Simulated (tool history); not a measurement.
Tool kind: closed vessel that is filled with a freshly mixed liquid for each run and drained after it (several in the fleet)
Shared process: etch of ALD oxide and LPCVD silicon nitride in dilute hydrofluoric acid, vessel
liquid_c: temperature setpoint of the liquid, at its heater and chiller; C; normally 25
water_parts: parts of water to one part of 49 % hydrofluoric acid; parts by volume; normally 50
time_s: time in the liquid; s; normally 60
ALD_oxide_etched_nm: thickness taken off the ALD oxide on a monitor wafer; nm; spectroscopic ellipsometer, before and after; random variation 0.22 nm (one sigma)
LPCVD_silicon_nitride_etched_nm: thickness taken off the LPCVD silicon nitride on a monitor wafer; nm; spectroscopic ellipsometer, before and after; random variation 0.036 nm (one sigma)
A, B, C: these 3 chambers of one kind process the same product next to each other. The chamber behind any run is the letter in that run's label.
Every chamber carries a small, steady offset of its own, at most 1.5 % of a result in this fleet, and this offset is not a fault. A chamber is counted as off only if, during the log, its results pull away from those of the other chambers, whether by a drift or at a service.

run  hour  liquid_c  water_parts  time_s  hours since the thermometer was replaced  hours since the hydrofluoric acid flow meter was replaced  read-back film thickness of the ALD oxide reference wafer, read on the same gauge (nm)  read-back film thickness of the LPCVD silicon nitride reference wafer, read on the same gauge (nm)  ALD_oxide_etched_nm  LPCVD_silicon_nitride_etched_nm
 1A   5.4        25           50      60                                     871.3                                                      395.8                                                                                  120.03                                                                                              69.994               28.784                          0.64771
 2C  11.9        25           50      60                                     129.3                                                      253.5                                                                                  119.96                                                                                              69.993               27.709                          0.54106
 3B  18.2        25           50      60                                       819                                                      498.1                                                                                  120.01                                                                                              69.993               28.515                          0.58633
 4C  24.5        25           50      60                                     141.9                                                      266.1                                                                                  119.99                                                                                              70.026               27.688                          0.64743
 5A    30        25           50      60                                     895.9                                                      420.4                                                                                  120.02                                                                                              69.993               28.802                          0.59398
 6B  36.4        25           65      30                                     837.2                                                      516.3                                                                                  120.02                                                                                              69.993               10.681                           0.2548
 7C  42.4        25           65      30                                     159.8                                                        284                                                                                  120.04                                                                                              70.007               10.613                          0.21954
 8A  46.6        25           65      30                                     912.5                                                        437                                                                                  120.05                                                                                              69.987               10.753                          0.23631
 9B    50        25           50      60                                     850.8                                                      529.9                                                                                  120.03                                                                                              69.972               27.605                          0.66427
10A  56.2        25           50      60                                     922.1                                                      446.6                                                                                  120.01                                                                                               70.05               28.881                          0.62361
11C  59.1        25           50      60                                     176.5                                                      300.7                                                                                  119.99                                                                                              69.965               27.738                          0.58795
12B  62.1        25           50      60                                     862.9                                                        542                                                                                  119.99                                                                                              69.977               27.159                          0.57233
13C  65.4        25           50      60                                     182.8                                                        307                                                                                  119.99                                                                                              69.993               27.368                          0.59177
14A  71.1        25           50      60                                       937                                                      461.5                                                                                  119.98                                                                                              69.975               28.778                          0.59112
15B  74.4        25           50      60                                     875.2                                                      554.3                                                                                  120.01                                                                                              69.979               26.612                          0.61992
16A  79.8        25           50      60                                     945.7                                                      470.2                                                                                  119.97                                                                                              69.987               28.603                          0.66274
17B  85.1        25           50      60                                     885.9                                                        565                                                                                  120.01                                                                                              69.992               26.269                          0.57842
18C  88.3        25           50      60                                     205.7                                                      329.9                                                                                  120.01                                                                                              69.973               27.866                          0.69536
19C  91.8        25           50      60                                     209.2                                                      333.4                                                                                  119.99                                                                                              69.994               28.014                          0.71127
20A  95.3        25           50      60                                     961.2                                                      485.7                                                                                  120.03                                                                                              69.978               28.468                          0.62654

Predict what each chamber gives when all 3 of them run the settings below next.
21A   100        25           50      60                                                                                                                                                                                                                                                                                                                     ?                                ?
21B   100        25           50      60                                                                                                                                                                                                                                                                                                                     ?                                ?
21C   100        25           50      60                                                                                                                                                                                                                                                                                                                     ?                                ?

run  ALD_oxide_etched_nm  LPCVD_silicon_nitride_etched_nm
21A               28.693                          0.65627
21B               26.737                          0.58588
21C               27.861                          0.58554
